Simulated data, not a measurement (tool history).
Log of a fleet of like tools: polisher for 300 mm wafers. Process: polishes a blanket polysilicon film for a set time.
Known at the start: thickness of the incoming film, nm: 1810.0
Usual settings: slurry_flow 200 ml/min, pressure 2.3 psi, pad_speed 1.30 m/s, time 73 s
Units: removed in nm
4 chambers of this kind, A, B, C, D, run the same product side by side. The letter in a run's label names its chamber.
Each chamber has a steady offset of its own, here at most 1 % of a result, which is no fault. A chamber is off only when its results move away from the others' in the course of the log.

{"run": "1D", "hour": 4.5, "slurry_flow": 200, "pressure": 2.3, "pad_speed": 1.3, "time": 73, "removed": 758.67}
{"run": "2C", "hour": 10.2, "slurry_flow": 200, "pressure": 2.3, "pad_speed": 1.3, "time": 73, "removed": 767.86}
{"run": "3A", "hour": 13.8, "slurry_flow": 200, "pressure": 2.3, "pad_speed": 1.3, "time": 73, "removed": 760.24}
{"run": "4B", "hour": 17.3, "slurry_flow": 200, "pressure": 2.3, "pad_speed": 1.3, "time": 73, "removed": 749.98}
{"run": "5A", "hour": 23.4, "slurry_flow": 200, "pressure": 2.3, "pad_speed": 1.3, "time": 48, "removed": 500.61}
{"run": "6B", "hour": 26.4, "slurry_flow": 200, "pressure": 2.3, "pad_speed": 1.3, "time": 48, "removed": 491.3}
{"hour": 27.1, "done": "chamber C: head pressure recalibrated"}
{"run": "7D", "hour": 31.9, "slurry_flow": 200, "pressure": 2.3, "pad_speed": 1.3, "time": 48, "removed": 499.0}
{"hour": 36.4, "done": "chamber D: worn pad replaced by a new one"}
{"run": "8C", "hour": 36.8, "slurry_flow": 200, "pressure": 2.3, "pad_speed": 1.3, "time": 48, "removed": 506.71}
{"run": "9B", "hour": 40.4, "slurry_flow": 200, "pressure": 2.3, "pad_speed": 1.3, "time": 73, "removed": 768.47}
{"run": "10D", "hour": 44.2, "slurry_flow": 200, "pressure": 2.3, "pad_speed": 1.3, "time": 73, "removed": 754.87}
{"hour": 45.1, "done": "chamber C: worn pad replaced by a new one"}
{"run": "11A", "hour": 50.2, "slurry_flow": 200, "pressure": 2.3, "pad_speed": 1.3, "time": 73, "removed": 766.13}
{"run": "12C", "hour": 55.2, "slurry_flow": 200, "pressure": 2.3, "pad_speed": 1.3, "time": 73, "removed": 757.62}
{"run": "13A", "hour": 59.4, "slurry_flow": 200, "pressure": 2.3, "pad_speed": 1.3, "time": 73, "removed": 758.63}
{"hour": 59.8, "done": "chamber B: worn pad replaced by a new one"}
{"run": "14C", "hour": 64.0, "slurry_flow": 200, "pressure": 2.3, "pad_speed": 1.3, "time": 73, "removed": 766.74}
{"run": "15D", "hour": 67.3, "slurry_flow": 200, "pressure": 2.3, "pad_speed": 1.64, "time": 58, "removed": 754.36}
{"run": "16B", "hour": 72.4, "slurry_flow": 200, "pressure": 2.3, "pad_speed": 1.64, "time": 58, "removed": 772.86}
{"hour": 75.7, "done": "chamber A: worn pad replaced by a new one"}
{"run": "17C", "hour": 78.4, "slurry_flow": 200, "pressure": 2.3, "pad_speed": 1.64, "time": 58, "removed": 781.21}
{"run": "18A", "hour": 83.8, "slurry_flow": 200, "pressure": 2.3, "pad_speed": 1.64, "time": 58, "removed": 778.34}
{"run": "19D", "hour": 89.3, "slurry_flow": 200, "pressure": 2.3, "pad_speed": 1.3, "time": 73, "removed": 742.0}
{"run": "20B", "hour": 92.3, "slurry_flow": 200, "pressure": 2.3, "pad_speed": 1.3, "time": 50, "removed": 524.78}
{"run": "21D", "hour": 98.1, "slurry_flow": 200, "pressure": 2.3, "pad_speed": 1.3, "time": 50, "removed": 518.09}
{"run": "22B", "hour": 102.5, "slurry_flow": 200, "pressure": 2.3, "pad_speed": 1.3, "time": 50, "removed": 513.98}
{"hour": 108.8, "done": "chamber D: worn pad replaced by a new one"}
{"run": "23A", "hour": 109.2, "slurry_flow": 200, "pressure": 2.3, "pad_speed": 1.3, "time": 50, "removed": 523.19}
{"run": "24C", "hour": 114.1, "slurry_flow": 200, "pressure": 2.3, "pad_speed": 1.3, "time": 84, "removed": 897.84}
{"hour": 116.2, "done": "chamber B: worn pad replaced by a new one"}
{"run": "25A", "hour": 117.6, "slurry_flow": 200, "pressure": 2.3, "pad_speed": 1.3, "time": 84, "removed": 879.11}
{"run": "26C", "hour": 121.2, "slurry_flow": 200, "pressure": 2.3, "pad_speed": 1.3, "time": 84, "removed": 883.43}
{"run": "27D", "hour": 124.3, "slurry_flow": 200, "pressure": 2.3, "pad_speed": 1.3, "time": 84, "removed": 867.68}
{"run": "28B", "hour": 128.8, "slurry_flow": 200, "pressure": 2.3, "pad_speed": 1.3, "time": 73, "removed": 754.56}
{"run": "29B", "hour": 135.2, "slurry_flow": 200, "pressure": 2.3, "pad_speed": 1.3, "time": 73, "removed": 771.58}
{"run": "30C", "hour": 138.3, "slurry_flow": 200, "pressure": 2.3, "pad_speed": 1.3, "time": 73, "removed": 761.29}
{"run": "31D", "hour": 144.7, "slurry_flow": 240, "pressure": 1.5, "pad_speed": 1.3, "time": 73, "removed": 506.85}
{"run": "32A", "hour": 148.1, "slurry_flow": 240, "pressure": 1.5, "pad_speed": 1.3, "time": 73, "removed": 501.5}
{"hour": 151.3, "done": "chamber C: worn pad replaced by a new one"}
{"run": "33A", "hour": 151.9, "slurry_flow": 240, "pressure": 1.5, "pad_speed": 1.3, "time": 73, "removed": 510.71}
{"hour": 154.5, "done": "chamber A: slurry nozzle cleaned"}
{"run": "34D", "hour": 155.9, "slurry_flow": 240, "pressure": 1.5, "pad_speed": 1.3, "time": 73, "removed": 512.21}
{"run": "35C", "hour": 161.0, "slurry_flow": 200, "pressure": 2.3, "pad_speed": 1.3, "time": 73, "removed": 773.12}
{"run": "36B", "hour": 166.3, "slurry_flow": 225, "pressure": 2.3, "pad_speed": 1.3, "time": 73, "removed": 773.79}
{"run": "37A", "hour": 169.7, "slurry_flow": 225, "pressure": 2.3, "pad_speed": 1.3, "time": 73, "removed": 778.84}
{"hour": 171.7, "done": "chamber B: worn pad replaced by a new one"}
{"run": "38D", "hour": 173.1, "slurry_flow": 225, "pressure": 2.3, "pad_speed": 1.3, "time": 73, "removed": 759.06}
{"run": "39C", "hour": 177.6, "slurry_flow": 225, "pressure": 2.3, "pad_speed": 1.3, "time": 73, "removed": 778.33}
{"hour": 178.3, "done": "chamber C: slurry nozzle cleaned"}
{"run": "40B", "hour": 181.5, "slurry_flow": 200, "pressure": 2.3, "pad_speed": 1.3, "time": 73, "removed": 755.31}
{"run": "41A", "hour": 186.8, "slurry_flow": 200, "pressure": 2.3, "pad_speed": 1.3, "time": 73, "removed": 765.53}
{"run": "42C", "hour": 190.9, "slurry_flow": 200, "pressure": 2.3, "pad_speed": 1.3, "time": 73, "removed": 745.05}
{"hour": 191.6, "done": "chamber D: worn pad replaced by a new one"}
{"run": "43B", "hour": 197.4, "slurry_flow": 200, "pressure": 2.3, "pad_speed": 1.3, "time": 73, "removed": 774.87}
{"run": "44D", "hour": 203.4, "slurry_flow": 200, "pressure": 2.3, "pad_speed": 1.3, "time": 73, "removed": 759.76}

All 4 chambers run these settings next. Forecast each chamber's results:
{"run": "45A", "hour": 208.3, "slurry_flow": 135, "pressure": 2.3, "pad_speed": 1.3, "time": 73, "removed": "?"}
{"run": "45B", "hour": 208.3, "slurry_flow": 135, "pressure": 2.3, "pad_speed": 1.3, "time": 73, "removed": "?"}
{"run": "45C", "hour": 208.3, "slurry_flow": 135, "pressure": 2.3, "pad_speed": 1.3, "time": 73, "removed": "?"}
{"run": "45D", "hour": 208.3, "slurry_flow": 135, "pressure": 2.3, "pad_speed": 1.3, "time": 73, "removed": "?"}

run=45A removed=736.96
run=45B removed=717.95
run=45C removed=718.59
run=45D removed=709.33
